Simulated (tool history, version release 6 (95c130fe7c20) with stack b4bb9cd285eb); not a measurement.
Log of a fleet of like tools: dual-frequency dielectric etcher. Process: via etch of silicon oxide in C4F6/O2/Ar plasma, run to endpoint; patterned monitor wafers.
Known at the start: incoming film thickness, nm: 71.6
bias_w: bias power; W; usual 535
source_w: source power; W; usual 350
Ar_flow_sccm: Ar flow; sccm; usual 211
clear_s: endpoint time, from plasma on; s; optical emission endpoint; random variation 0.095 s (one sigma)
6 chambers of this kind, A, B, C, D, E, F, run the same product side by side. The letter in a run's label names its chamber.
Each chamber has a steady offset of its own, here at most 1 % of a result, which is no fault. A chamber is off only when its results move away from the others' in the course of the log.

run   hour  bias_w  source_w  Ar_flow_sccm  clear_s
 1B    5.4     535       350           211   15.412
 2A      9     535       350           211   15.677
 3F   11.5     535       350           211   15.648
 4C   16.4     535       350           211   15.482
 5D   20.2     535       350           211   15.666
 6E   23.7     535       350           211   15.697
 7D   26.6     535       350           211   15.687
 8E   31.5     535       350           211   15.448
 9B   35.2     535       350           211   15.358
10F   37.9     535       350           211   15.735
      42.2  -- chamber D: wet clean of the chamber
11A   42.7     475       350           211   16.226
12C   47.6     475       350           211   16.265
13E   50.4     475       350           211   16.316
14B   54.7     475       350           211   16.117
15A   59.5     475       350           211   16.427
16D   64.4     475       350           211   16.352
17C   68.5     535       350           211   15.444
18F   71.5     535       350           211   15.566
19C     76     535       350           211   15.503
20E   79.7     535       350           211   15.637
21A     85     631       280           211   16.041
22B   90.1     631       280           211   15.506
23D   93.4     631       280           211   15.907
24F   97.2     631       280           211   15.861
25D  102.7     631       280           211   15.861
26B  105.5     631       280           211   15.623
27A  110.3     535       350           211   15.666
28C  114.2     535       350           211   15.645
29E  119.5     535       350           211    15.46
     119.9  -- chamber A: wet clean of the chamber
30F  122.8     535       350           211   15.888
     123.8  -- chamber E: wet clean of the chamber
31A  127.4     535       350           211   15.792
32C  132.6     535       350           211   15.373
33D  136.4     535       350           211   15.643
34E  141.4     535       350           211   15.491
35F  144.5     535       350           254   15.979
36B  149.9     535       350           254   15.645
37E  153.9     535       350           254   15.923
38F  156.4     535       350           254   15.974
39C  160.6     535       350           254   15.691
40B  164.7     535       350           254   15.647

What goes on in this fleet: one chamber off, a drifting gauge, or nothing beyond the chambers' own small offsets? Name the chamber and the cause, if any.

No chamber stands off beyond its own small offset, and the gauge holds steady.

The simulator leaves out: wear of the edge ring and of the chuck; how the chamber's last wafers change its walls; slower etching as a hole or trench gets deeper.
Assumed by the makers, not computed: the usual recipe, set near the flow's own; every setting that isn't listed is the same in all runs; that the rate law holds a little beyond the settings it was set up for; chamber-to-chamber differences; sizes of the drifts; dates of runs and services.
